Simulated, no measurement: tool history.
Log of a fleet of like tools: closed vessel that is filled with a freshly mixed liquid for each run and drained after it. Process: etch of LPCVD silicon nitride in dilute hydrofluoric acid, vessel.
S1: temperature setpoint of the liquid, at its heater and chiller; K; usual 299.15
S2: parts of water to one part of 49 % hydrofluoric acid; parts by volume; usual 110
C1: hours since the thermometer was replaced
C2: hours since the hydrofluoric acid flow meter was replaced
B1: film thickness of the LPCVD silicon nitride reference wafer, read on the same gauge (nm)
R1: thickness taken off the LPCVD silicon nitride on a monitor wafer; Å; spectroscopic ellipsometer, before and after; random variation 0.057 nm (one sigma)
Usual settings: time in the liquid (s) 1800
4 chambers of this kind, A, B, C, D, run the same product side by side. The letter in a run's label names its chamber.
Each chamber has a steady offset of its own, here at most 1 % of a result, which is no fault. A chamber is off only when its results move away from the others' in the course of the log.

{"run": "1D", "hour": 2.7, "S1": 299.15, "S2": 110, "time in the liquid (s)": 1800, "C1": 1490.3, "C2": 431.7, "B1": 139.99, "R1": 83.69}
{"run": "2B", "hour": 6.6, "S1": 299.15, "S2": 110, "time in the liquid (s)": 1800, "C1": 690.4, "C2": 168.8, "B1": 139.98, "R1": 81.677}
{"run": "3A", "hour": 10.4, "S1": 299.15, "S2": 110, "time in the liquid (s)": 1800, "C1": 453.9, "C2": 1556.9, "B1": 140.0, "R1": 83.27}
{"run": "4C", "hour": 15.6, "S1": 299.15, "S2": 110, "time in the liquid (s)": 1800, "C1": 651.2, "C2": 880.7, "B1": 140.01, "R1": 82.686}
{"run": "5A", "hour": 19.3, "S1": 299.15, "S2": 110, "time in the liquid (s)": 1800, "C1": 462.8, "C2": 1565.8, "B1": 140.02, "R1": 82.503}
{"run": "6D", "hour": 22.1, "S1": 299.15, "S2": 110, "time in the liquid (s)": 1800, "C1": 1509.7, "C2": 451.1, "B1": 139.99, "R1": 84.204}
{"hour": 22.2, "done": "chamber D: hydrofluoric acid flow meter replaced"}
{"run": "7C", "hour": 26.9, "S1": 299.15, "S2": 110, "time in the liquid (s)": 1800, "C1": 662.5, "C2": 892.0, "B1": 140.0, "R1": 83.699}
{"run": "8B", "hour": 32.4, "S1": 299.15, "S2": 110, "time in the liquid (s)": 2685, "C1": 716.2, "C2": 194.6, "B1": 140.0, "R1": 124.01}
{"run": "9D", "hour": 37.1, "S1": 299.15, "S2": 110, "time in the liquid (s)": 2685, "C1": 1524.7, "C2": 15.0, "B1": 140.0, "R1": 123.68}
{"run": "10C", "hour": 41.4, "S1": 299.15, "S2": 110, "time in the liquid (s)": 2685, "C1": 677.0, "C2": 906.5, "B1": 139.99, "R1": 123.89}
{"run": "11A", "hour": 43.8, "S1": 299.15, "S2": 110, "time in the liquid (s)": 2685, "C1": 487.3, "C2": 1590.3, "B1": 140.02, "R1": 124.78}
{"run": "12B", "hour": 48.1, "S1": 299.15, "S2": 110, "time in the liquid (s)": 1800, "C1": 731.9, "C2": 210.3, "B1": 140.01, "R1": 82.524}
{"run": "13D", "hour": 50.5, "S1": 299.15, "S2": 75, "time in the liquid (s)": 2470, "C1": 1538.1, "C2": 28.4, "B1": 139.99, "R1": 167.36}
{"run": "14A", "hour": 55.5, "S1": 299.15, "S2": 75, "time in the liquid (s)": 2470, "C1": 499.0, "C2": 1602.0, "B1": 140.0, "R1": 166.95}
{"run": "15C", "hour": 60.9, "S1": 299.15, "S2": 75, "time in the liquid (s)": 2470, "C1": 696.5, "C2": 926.0, "B1": 140.01, "R1": 165.21}
{"run": "16B", "hour": 64.4, "S1": 299.15, "S2": 75, "time in the liquid (s)": 2470, "C1": 748.2, "C2": 226.6, "B1": 140.0, "R1": 168.33}
{"run": "17B", "hour": 69.7, "S1": 299.15, "S2": 110, "time in the liquid (s)": 1800, "C1": 753.5, "C2": 231.9, "B1": 140.0, "R1": 84.53}
{"run": "18D", "hour": 72.8, "S1": 299.15, "S2": 110, "time in the liquid (s)": 1800, "C1": 1560.4, "C2": 50.7, "B1": 140.0, "R1": 82.981}
{"run": "19A", "hour": 76.1, "S1": 299.15, "S2": 110, "time in the liquid (s)": 1800, "C1": 519.6, "C2": 1622.6, "B1": 140.0, "R1": 82.731}
{"run": "20C", "hour": 79.3, "S1": 299.15, "S2": 110, "time in the liquid (s)": 1800, "C1": 714.9, "C2": 944.4, "B1": 139.98, "R1": 83.78}
{"run": "21D", "hour": 83.6, "S1": 299.15, "S2": 110, "time in the liquid (s)": 1800, "C1": 1571.2, "C2": 61.5, "B1": 140.01, "R1": 83.734}
{"run": "22C", "hour": 86.0, "S1": 299.15, "S2": 110, "time in the liquid (s)": 1800, "C1": 721.6, "C2": 951.1, "B1": 140.0, "R1": 83.19}
{"run": "23A", "hour": 88.4, "S1": 299.15, "S2": 60, "time in the liquid (s)": 1800, "C1": 531.9, "C2": 1634.9, "B1": 140.02, "R1": 154.27}
{"run": "24B", "hour": 93.9, "S1": 299.15, "S2": 60, "time in the liquid (s)": 1800, "C1": 777.7, "C2": 256.1, "B1": 140.0, "R1": 159.13}
{"run": "25B", "hour": 99.0, "S1": 299.15, "S2": 60, "time in the liquid (s)": 1800, "C1": 782.8, "C2": 261.2, "B1": 140.0, "R1": 158.74}
{"run": "26A", "hour": 103.9, "S1": 299.15, "S2": 60, "time in the liquid (s)": 1800, "C1": 547.4, "C2": 1650.4, "B1": 140.0, "R1": 152.28}
{"run": "27D", "hour": 109.1, "S1": 299.15, "S2": 110, "time in the liquid (s)": 1800, "C1": 1596.7, "C2": 87.0, "B1": 139.97, "R1": 83.242}
{"run": "28C", "hour": 113.7, "S1": 299.15, "S2": 80, "time in the liquid (s)": 2630, "C1": 749.3, "C2": 978.8, "B1": 140.01, "R1": 168.21}
{"run": "29C", "hour": 118.1, "S1": 299.15, "S2": 80, "time in the liquid (s)": 2630, "C1": 753.7, "C2": 983.2, "B1": 140.0, "R1": 167.65}
{"run": "30A", "hour": 122.5, "S1": 299.15, "S2": 80, "time in the liquid (s)": 2630, "C1": 566.0, "C2": 1669.0, "B1": 139.99, "R1": 165.69}
{"run": "31B", "hour": 125.6, "S1": 299.15, "S2": 80, "time in the liquid (s)": 2630, "C1": 809.4, "C2": 287.8, "B1": 139.97, "R1": 178.62}
{"run": "32D", "hour": 130.4, "S1": 299.15, "S2": 55, "time in the liquid (s)": 2565, "C1": 1618.0, "C2": 108.3, "B1": 140.0, "R1": 238.06}
{"run": "33A", "hour": 134.7, "S1": 299.15, "S2": 55, "time in the liquid (s)": 2565, "C1": 578.2, "C2": 1681.2, "B1": 140.0, "R1": 238.35}

Next, every chamber runs the same settings. What will each give?
{"run": "34A", "hour": 138.6, "S1": 299.15, "S2": 80, "time in the liquid (s)": 1800, "R1": "?"}
{"run": "34B", "hour": 138.6, "S1": 299.15, "S2": 80, "time in the liquid (s)": 1800, "R1": "?"}
{"run": "34C", "hour": 138.6, "S1": 299.15, "S2": 80, "time in the liquid (s)": 1800, "R1": "?"}
{"run": "34D", "hour": 138.6, "S1": 299.15, "S2": 80, "time in the liquid (s)": 1800, "R1": "?"}

run=34A R1=114.820
run=34B R1=122.430
run=34C R1=114.590
run=34D R1=115.820

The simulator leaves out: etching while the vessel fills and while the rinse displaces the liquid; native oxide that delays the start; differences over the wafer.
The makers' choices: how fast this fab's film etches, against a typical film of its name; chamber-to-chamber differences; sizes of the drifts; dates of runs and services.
